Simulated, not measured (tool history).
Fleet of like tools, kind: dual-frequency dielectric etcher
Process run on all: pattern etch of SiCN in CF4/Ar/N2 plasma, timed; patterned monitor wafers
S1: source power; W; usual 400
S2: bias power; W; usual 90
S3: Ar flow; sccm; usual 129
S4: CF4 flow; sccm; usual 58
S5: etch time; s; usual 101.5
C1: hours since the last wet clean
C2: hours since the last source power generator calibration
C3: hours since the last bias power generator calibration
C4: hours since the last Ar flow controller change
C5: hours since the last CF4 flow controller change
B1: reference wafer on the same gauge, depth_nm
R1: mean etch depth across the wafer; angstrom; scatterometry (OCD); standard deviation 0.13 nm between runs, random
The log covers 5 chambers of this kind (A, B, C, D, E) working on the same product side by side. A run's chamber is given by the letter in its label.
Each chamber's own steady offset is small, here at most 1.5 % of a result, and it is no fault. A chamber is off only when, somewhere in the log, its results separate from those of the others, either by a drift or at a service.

At hour 11.5: chamber C: Ar flow controller replaced.
Run 1D, hour 13.2: usual settings; C1 158.4; C2 2562.1; C3 1132.6; C4 1572.9; C5 628.5; B1 73.290. Result: R1 802.14 angstrom.
Run 2B, hour 20.7: usual settings; C1 41.1; C2 2854.4; C3 2970.7; C4 1737.6; C5 1407.6; B1 73.334. Result: R1 796.09 angstrom.
Run 3C, hour 34.6: usual settings; C1 306.8; C2 1807.6; C3 3058.6; C4 23.1; C5 3330.3; B1 73.351. Result: R1 804.03 angstrom.
Run 4A, hour 43.6: usual settings; C1 290.5; C2 2676.3; C3 2027.0; C4 720.2; C5 2077.2; B1 73.342. Result: R1 811.08 angstrom.
Run 5E, hour 56.8: usual settings; C1 501.0; C2 353.3; C3 676.8; C4 5290.8; C5 5962.2; B1 73.384. Result: R1 799.64 angstrom.
At hour 57.2: chamber E: wet clean of the chamber.
Run 6A, hour 69.5: usual settings but S1 430 W, S3 100 sccm; C1 316.4; C2 2702.2; C3 2052.9; C4 746.1; C5 2103.1; B1 73.368. Result: R1 897.22 angstrom.
Run 7E, hour 77.1: usual settings but S1 430 W, S3 100 sccm; C1 20.0; C2 373.6; C3 697.1; C4 5311.1; C5 5982.5; B1 73.401. Result: R1 881.52 angstrom.
Run 8D, hour 88.5: usual settings but S1 430 W, S3 100 sccm; C1 233.7; C2 2637.4; C3 1207.9; C4 1648.2; C5 703.8; B1 73.399. Result: R1 884.71 angstrom.
At hour 91.5: chamber C: source power generator calibrated.
Run 9C, hour 100.9: usual settings but S1 430 W, S3 100 sccm; C1 373.1; C2 9.5; C3 3124.9; C4 89.4; C5 3396.6; B1 73.426. Result: R1 891.22 angstrom.
Run 10B, hour 109.0: usual settings but S1 430 W, S3 100 sccm; C1 129.4; C2 2942.7; C3 3059.0; C4 1825.9; C5 1495.9; B1 73.436. Result: R1 880.33 angstrom.
At hour 116.4: chamber C: wet clean of the chamber.
Run 11B, hour 119.3: usual settings; C1 139.7; C2 2953.0; C3 3069.3; C4 1836.2; C5 1506.2; B1 73.450. Result: R1 796.75 angstrom.
At hour 121.4: chamber E: CF4 flow controller replaced.
Run 12E, hour 128.3: usual settings; C1 71.2; C2 424.8; C3 748.3; C4 5362.3; C5 7.0; B1 73.444. Result: R1 797.60 angstrom.
Run 13C, hour 142.2: usual settings; C1 25.8; C2 50.8; C3 3166.2; C4 130.7; C5 3437.9; B1 73.435. Result: R1 805.92 angstrom.
Run 14A, hour 152.7: usual settings; C1 399.6; C2 2785.4; C3 2136.1; C4 829.3; C5 2186.3; B1 73.454. Result: R1 813.88 angstrom.
Run 15D, hour 161.8: usual settings; C1 307.0; C2 2710.7; C3 1281.2; C4 1721.5; C5 777.1; B1 73.511. Result: R1 804.13 angstrom.
Run 16E, hour 170.6: usual settings; C1 113.5; C2 467.1; C3 790.6; C4 5404.6; C5 49.3; B1 73.507. Result: R1 796.86 angstrom.
Run 17D, hour 179.3: usual settings; C1 324.5; C2 2728.2; C3 1298.7; C4 1739.0; C5 794.6; B1 73.504. Result: R1 802.78 angstrom.
At hour 182.2: chamber A: wet clean of the chamber.
Run 18A, hour 187.8: usual settings; C1 5.7; C2 2820.5; C3 2171.2; C4 864.4; C5 2221.4; B1 73.506. Result: R1 812.13 angstrom.
Run 19C, hour 195.5: usual settings; C1 79.1; C2 104.1; C3 3219.5; C4 184.0; C5 3491.2; B1 73.542. Result: R1 806.89 angstrom.
Run 20B, hour 205.9: usual settings; C1 226.3; C2 3039.6; C3 3155.9; C4 1922.8; C5 1592.8; B1 73.552. Result: R1 796.62 angstrom.
Run 21B, hour 214.1: usual settings but S3 102 sccm, S4 68 sccm; C1 234.5; C2 3047.8; C3 3164.1; C4 1931.0; C5 1601.0; B1 73.528. Result: R1 846.79 angstrom.
Run 22D, hour 228.3: usual settings but S3 102 sccm, S4 68 sccm; C1 373.5; C2 2777.2; C3 1347.7; C4 1788.0; C5 843.6; B1 73.572. Result: R1 848.74 angstrom.
Run 23E, hour 239.8: usual settings but S3 102 sccm, S4 68 sccm; C1 182.7; C2 536.3; C3 859.8; C4 5473.8; C5 118.5; B1 73.594. Result: R1 846.90 angstrom.
Run 24A, hour 251.2: usual settings but S3 102 sccm, S4 68 sccm; C1 69.1; C2 2883.9; C3 2234.6; C4 927.8; C5 2284.8; B1 73.573. Result: R1 860.45 angstrom.
Run 25C, hour 259.6: usual settings but S3 102 sccm, S4 68 sccm; C1 143.2; C2 168.2; C3 3283.6; C4 248.1; C5 3555.3; B1 73.586. Result: R1 855.42 angstrom.
Run 26C, hour 269.4: usual settings; C1 153.0; C2 178.0; C3 3293.4; C4 257.9; C5 3565.1; B1 73.616. Result: R1 807.78 angstrom.
Run 27A, hour 278.9: usual settings; C1 96.8; C2 2911.6; C3 2262.3; C4 955.5; C5 2312.5; B1 73.604. Result: R1 814.53 angstrom.
Run 28E, hour 292.6: usual settings; C1 235.5; C2 589.1; C3 912.6; C4 5526.6; C5 171.3; B1 73.629. Result: R1 799.21 angstrom.
Run 29D, hour 305.8: usual settings; C1 451.0; C2 2854.7; C3 1425.2; C4 1865.5; C5 921.1; B1 73.660. Result: R1 803.56 angstrom.
Run 30B, hour 315.5: usual settings; C1 335.9; C2 3149.2; C3 3265.5; C4 2032.4; C5 1702.4; B1 73.652. Result: R1 801.03 angstrom.
Run 31E, hour 322.1: usual settings; C1 265.0; C2 618.6; C3 942.1; C4 5556.1; C5 200.8; B1 73.638. Result: R1 798.34 angstrom.
Run 32C, hour 336.7: usual settings but S2 103 W, S5 131.0 s; C1 220.3; C2 245.3; C3 3360.7; C4 325.2; C5 3632.4; B1 73.691. Result: R1 1100.80 angstrom.
Run 33D, hour 350.6: usual settings but S2 103 W, S5 131.0 s; C1 495.8; C2 2899.5; C3 1470.0; C4 1910.3; C5 965.9; B1 73.674. Result: R1 1096.30 angstrom.
Run 34A, hour 360.2: usual settings but S2 103 W, S5 131.0 s; C1 178.1; C2 2992.9; C3 2343.6; C4 1036.8; C5 2393.8; B1 73.728. Result: R1 1110.30 angstrom.
Run 35B, hour 367.7: usual settings but S2 103 W, S5 131.0 s; C1 388.1; C2 3201.4; C3 3317.7; C4 2084.6; C5 1754.6; B1 73.709. Result: R1 1092.40 angstrom.
Run 36B, hour 375.2: usual settings but S2 103 W, S5 131.0 s; C1 395.6; C2 3208.9; C3 3325.2; C4 2092.1; C5 1762.1; B1 73.766. Result: R1 1088.80 angstrom.
At hour 381.4: chamber D: wet clean of the chamber.
Run 37C, hour 384.7: usual settings; C1 268.3; C2 293.3; C3 3408.7; C4 373.2; C5 3680.4; B1 73.739. Result: R1 811.55 angstrom.
Run 38D, hour 399.0: usual settings; C1 17.7; C2 2947.9; C3 1518.4; C4 1958.7; C5 1014.3; B1 73.742. Result: R1 804.58 angstrom.
Run 39A, hour 407.3: usual settings; C1 225.2; C2 3040.0; C3 2390.7; C4 1083.9; C5 2440.9; B1 73.782. Result: R1 816.65 angstrom.
Run 40E, hour 420.6: usual settings; C1 363.5; C2 717.1; C3 1040.6; C4 5654.6; C5 299.3; B1 73.769. Result: R1 802.60 angstrom.

All 5 chambers run these settings next. Forecast each chamber's results:
Run 41A, hour 431.1: usual settings. Result: R1 ?.
Run 41B, hour 431.1: usual settings. Result: R1 ?.
Run 41C, hour 431.1: usual settings. Result: R1 ?.
Run 41D, hour 431.1: usual settings. Result: R1 ?.
Run 41E, hour 431.1: usual settings. Result: R1 ?.

run      R1
41A  815.37
41B  800.25
41C  811.90
41D  803.73
41E  804.03

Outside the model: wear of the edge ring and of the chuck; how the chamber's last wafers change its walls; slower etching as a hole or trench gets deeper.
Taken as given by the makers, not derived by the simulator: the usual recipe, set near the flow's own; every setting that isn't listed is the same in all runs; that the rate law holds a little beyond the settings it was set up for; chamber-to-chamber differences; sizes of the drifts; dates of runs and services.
